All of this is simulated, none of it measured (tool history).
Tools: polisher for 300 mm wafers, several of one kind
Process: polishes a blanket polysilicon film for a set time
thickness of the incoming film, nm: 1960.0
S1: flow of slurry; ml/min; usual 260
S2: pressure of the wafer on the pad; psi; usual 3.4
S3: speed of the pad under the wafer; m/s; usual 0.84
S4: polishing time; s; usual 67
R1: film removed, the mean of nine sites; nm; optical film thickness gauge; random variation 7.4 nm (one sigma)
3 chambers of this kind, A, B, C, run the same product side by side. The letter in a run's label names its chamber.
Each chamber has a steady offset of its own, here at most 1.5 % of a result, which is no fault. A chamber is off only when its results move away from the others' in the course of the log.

run   hour   S1   S2    S3  S4      R1
       5.9  -- chamber B: slurry nozzle cleaned
 1C   10.0  260  3.4  0.84  67  574.79
      16.0  -- chamber C: worn pad replaced by a new one
 2A   18.1  260  3.4  0.84  67  579.95
 3B   32.5  260  3.4  0.84  67  574.62
 4C   42.4  260  3.4  0.84  67  561.21
      51.6  -- chamber A: slurry nozzle cleaned
 5A   55.3  260  3.4  0.84  67  575.28
      57.3  -- chamber B: worn pad replaced by a new one
 6B   66.2  260  3.4  0.84  67  575.91
      67.4  -- chamber A: worn pad replaced by a new one
 7C   77.4  260  3.4  0.84  67  582.47
 8A   89.5  260  3.4  0.84  67  574.77
     102.1  -- chamber C: worn pad replaced by a new one
 9B  102.6  260  3.4  0.84  67  575.28
10A  110.4  260  3.4  0.84  67  581.69
11B  121.0  260  3.4  0.84  67  602.61
12C  127.7  260  3.4  0.84  67  570.96
13C  138.0  260  3.4  0.84  67  567.97
14B  150.0  260  3.4  0.84  67  570.75
     152.2  -- chamber B: worn pad replaced by a new one
15A  156.3  260  3.4  0.84  67  570.78
     166.5  -- chamber A: worn pad replaced by a new one
16C  168.6  260  3.4  0.84  67  566.98
     175.9  -- chamber C: worn pad replaced by a new one
17A  178.6  260  3.4  0.84  67  590.75
18B  187.6  260  3.4  0.84  67  578.73
19C  193.8  260  3.4  0.84  67  573.26
20A  207.5  260  3.4  0.84  67  586.13
21B  216.1  260  3.4  0.84  67  575.56
22B  223.0  260  3.4  0.84  67  588.06
23A  231.1  260  3.4  0.84  67  577.78
24C  245.3  260  3.4  0.84  67  565.46
     252.4  -- chamber C: worn pad replaced by a new one
     256.1  -- chamber B: worn pad replaced by a new one
25A  257.9  260  3.4  0.94  67  643.15
     263.3  -- chamber A: worn pad replaced by a new one
26C  269.7  260  3.4  0.94  67  644.91
27B  277.5  260  3.4  0.94  67  652.06
28A  289.3  260  3.4  0.84  67  583.03
     301.4  -- chamber C: slurry nozzle cleaned
29B  302.0  260  3.4  0.84  67  575.35
30C  309.4  260  3.4  0.84  67  586.48
     313.9  -- chamber B: slurry nozzle cleaned
31B  317.5  260  3.4  0.84  67  592.35
32A  329.8  260  3.4  0.84  67  568.87
     333.2  -- chamber C: worn pad replaced by a new one
33C  338.2  260  3.4  0.84  67  571.17
     347.3  -- chamber B: worn pad replaced by a new one
34B  348.1  260  3.4  0.84  67  572.44
35A  355.3  260  3.4  0.84  67  564.74
     360.1  -- chamber A: worn pad replaced by a new one
36C  368.9  260  3.4  0.84  67  583.25
37C  380.3  260  3.4  0.84  67  571.57
38A  388.3  260  3.4  0.84  67  572.66
39B  400.6  260  3.4  0.84  67  582.79
40A  414.9  260  3.4  0.84  67  572.47
     426.7  -- chamber C: worn pad replaced by a new one
41B  427.4  260  3.4  0.84  67  560.02
42C  434.2  260  3.4  0.84  67  576.42

What goes on in this fleet: one chamber off, a drifting gauge, or nothing beyond the chambers' own small offsets? Name the chamber and the cause, if any.

No chamber stands off beyond its own small offset, and the gauge holds steady.
